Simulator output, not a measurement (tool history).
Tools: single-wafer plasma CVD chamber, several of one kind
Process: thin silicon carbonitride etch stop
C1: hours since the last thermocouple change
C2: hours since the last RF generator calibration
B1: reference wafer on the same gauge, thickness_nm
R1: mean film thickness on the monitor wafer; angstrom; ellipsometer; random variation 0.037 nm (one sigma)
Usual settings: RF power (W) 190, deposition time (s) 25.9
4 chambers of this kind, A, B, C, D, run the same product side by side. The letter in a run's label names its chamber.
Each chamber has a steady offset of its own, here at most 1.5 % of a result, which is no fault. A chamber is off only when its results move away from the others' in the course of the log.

run 1D hour=10.5 | RF_power_(W)=190 deposition_time_(s)=25.9 | C1=1237.9 C2=1117.8 | B1=15.203 | R1=145.44
run 2B hour=19.1 | RF_power_(W)=190 deposition_time_(s)=25.9 | C1=1002.7 C2=752.1 | B1=15.203 | R1=143.64
run 3C hour=32 | RF_power_(W)=190 deposition_time_(s)=25.9 | C1=913.6 C2=1749.9 | B1=15.209 | R1=144.42
run 4A hour=39.2 | RF_power_(W)=190 deposition_time_(s)=25.9 | C1=1047.6 C2=828.8 | B1=15.204 | R1=145.2
run 5B hour=45.4 | RF_power_(W)=190 deposition_time_(s)=25.9 | C1=1029 C2=778.4 | B1=15.208 | R1=143.69
-- hour=46.8 chamber D: thermocouple changed; heater temperature recalibrated
run 6C hour=55.5 | RF_power_(W)=190 deposition_time_(s)=25.9 | C1=937.1 C2=1773.4 | B1=15.194 | R1=144.59
run 7A hour=62.7 | RF_power_(W)=190 deposition_time_(s)=21.1 | C1=1071.1 C2=852.3 | B1=15.194 | R1=118.46
-- hour=64.9 chamber C: thermocouple changed; heater temperature recalibrated
run 8D hour=72.2 | RF_power_(W)=190 deposition_time_(s)=21.1 | C1=25.5 C2=1179.5 | B1=15.192 | R1=119.53
run 9D hour=81.2 | RF_power_(W)=190 deposition_time_(s)=21.1 | C1=34.5 C2=1188.5 | B1=15.197 | R1=119.48
run 10C hour=88.3 | RF_power_(W)=190 deposition_time_(s)=21.1 | C1=23.5 C2=1806.2 | B1=15.195 | R1=118.8
run 11A hour=96.2 | RF_power_(W)=190 deposition_time_(s)=25.9 | C1=1104.6 C2=885.8 | B1=15.2 | R1=145.12
run 12B hour=102.5 | RF_power_(W)=205 deposition_time_(s)=21.4 | C1=1086.1 C2=835.5 | B1=15.199 | R1=121.3
run 13A hour=110.3 | RF_power_(W)=205 deposition_time_(s)=21.4 | C1=1118.7 C2=899.9 | B1=15.199 | R1=122.93
run 14B hour=117.8 | RF_power_(W)=205 deposition_time_(s)=21.4 | C1=1101.4 C2=850.8 | B1=15.203 | R1=121.53
run 15C hour=130.5 | RF_power_(W)=205 deposition_time_(s)=21.4 | C1=65.7 C2=1848.4 | B1=15.201 | R1=122.65
run 16D hour=141.8 | RF_power_(W)=190 deposition_time_(s)=25.9 | C1=95.1 C2=1249.1 | B1=15.202 | R1=146.58
run 17B hour=149.2 | RF_power_(W)=190 deposition_time_(s)=25.9 | C1=1132.8 C2=882.2 | B1=15.189 | R1=143.64
run 18D hour=159 | RF_power_(W)=190 deposition_time_(s)=25.9 | C1=112.3 C2=1266.3 | B1=15.197 | R1=145.98
run 19A hour=170.6 | RF_power_(W)=190 deposition_time_(s)=25.9 | C1=1179 C2=960.2 | B1=15.19 | R1=143.78
run 20C hour=179.2 | RF_power_(W)=190 deposition_time_(s)=25.9 | C1=114.4 C2=1897.1 | B1=15.194 | R1=145.03
run 21B hour=187.7 | RF_power_(W)=190 deposition_time_(s)=25.9 | C1=1171.3 C2=920.7 | B1=15.197 | R1=144
run 22A hour=199.9 | RF_power_(W)=190 deposition_time_(s)=25.9 | C1=1208.3 C2=989.5 | B1=15.197 | R1=143.83
run 23C hour=209.2 | RF_power_(W)=190 deposition_time_(s)=25.9 | C1=144.4 C2=1927.1 | B1=15.201 | R1=145.13
run 24D hour=221.9 | RF_power_(W)=190 deposition_time_(s)=25.9 | C1=175.2 C2=1329.2 | B1=15.197 | R1=146.41
run 25A hour=231.1 | RF_power_(W)=190 deposition_time_(s)=25.9 | C1=1239.5 C2=1020.7 | B1=15.202 | R1=143.52
run 26C hour=243.4 | RF_power_(W)=190 deposition_time_(s)=25.9 | C1=178.6 C2=1961.3 | B1=15.202 | R1=144.73
run 27B hour=256 | RF_power_(W)=190 deposition_time_(s)=25.9 | C1=1239.6 C2=989 | B1=15.193 | R1=144.03
run 28D hour=261.7 | RF_power_(W)=200 deposition_time_(s)=30.6 | C1=215 C2=1369 | B1=15.2 | R1=175.82
run 29C hour=273.3 | RF_power_(W)=200 deposition_time_(s)=30.6 | C1=208.5 C2=1991.2 | B1=15.198 | R1=174.04
run 30B hour=281.7 | RF_power_(W)=200 deposition_time_(s)=30.6 | C1=1265.3 C2=1014.7 | B1=15.194 | R1=172.57
run 31D hour=293.3 | RF_power_(W)=200 deposition_time_(s)=30.6 | C1=246.6 C2=1400.6 | B1=15.199 | R1=174.87

Next, every chamber runs the same settings. What will each give?
run 32A hour=302.7 | RF_power_(W)=190 deposition_time_(s)=30.4 | R1=?
run 32B hour=302.7 | RF_power_(W)=190 deposition_time_(s)=30.4 | R1=?
run 32C hour=302.7 | RF_power_(W)=190 deposition_time_(s)=30.4 | R1=?
run 32D hour=302.7 | RF_power_(W)=190 deposition_time_(s)=30.4 | R1=?

run=32A R1=166.52
run=32B R1=168.23
run=32C R1=170.25
run=32D R1=172.11
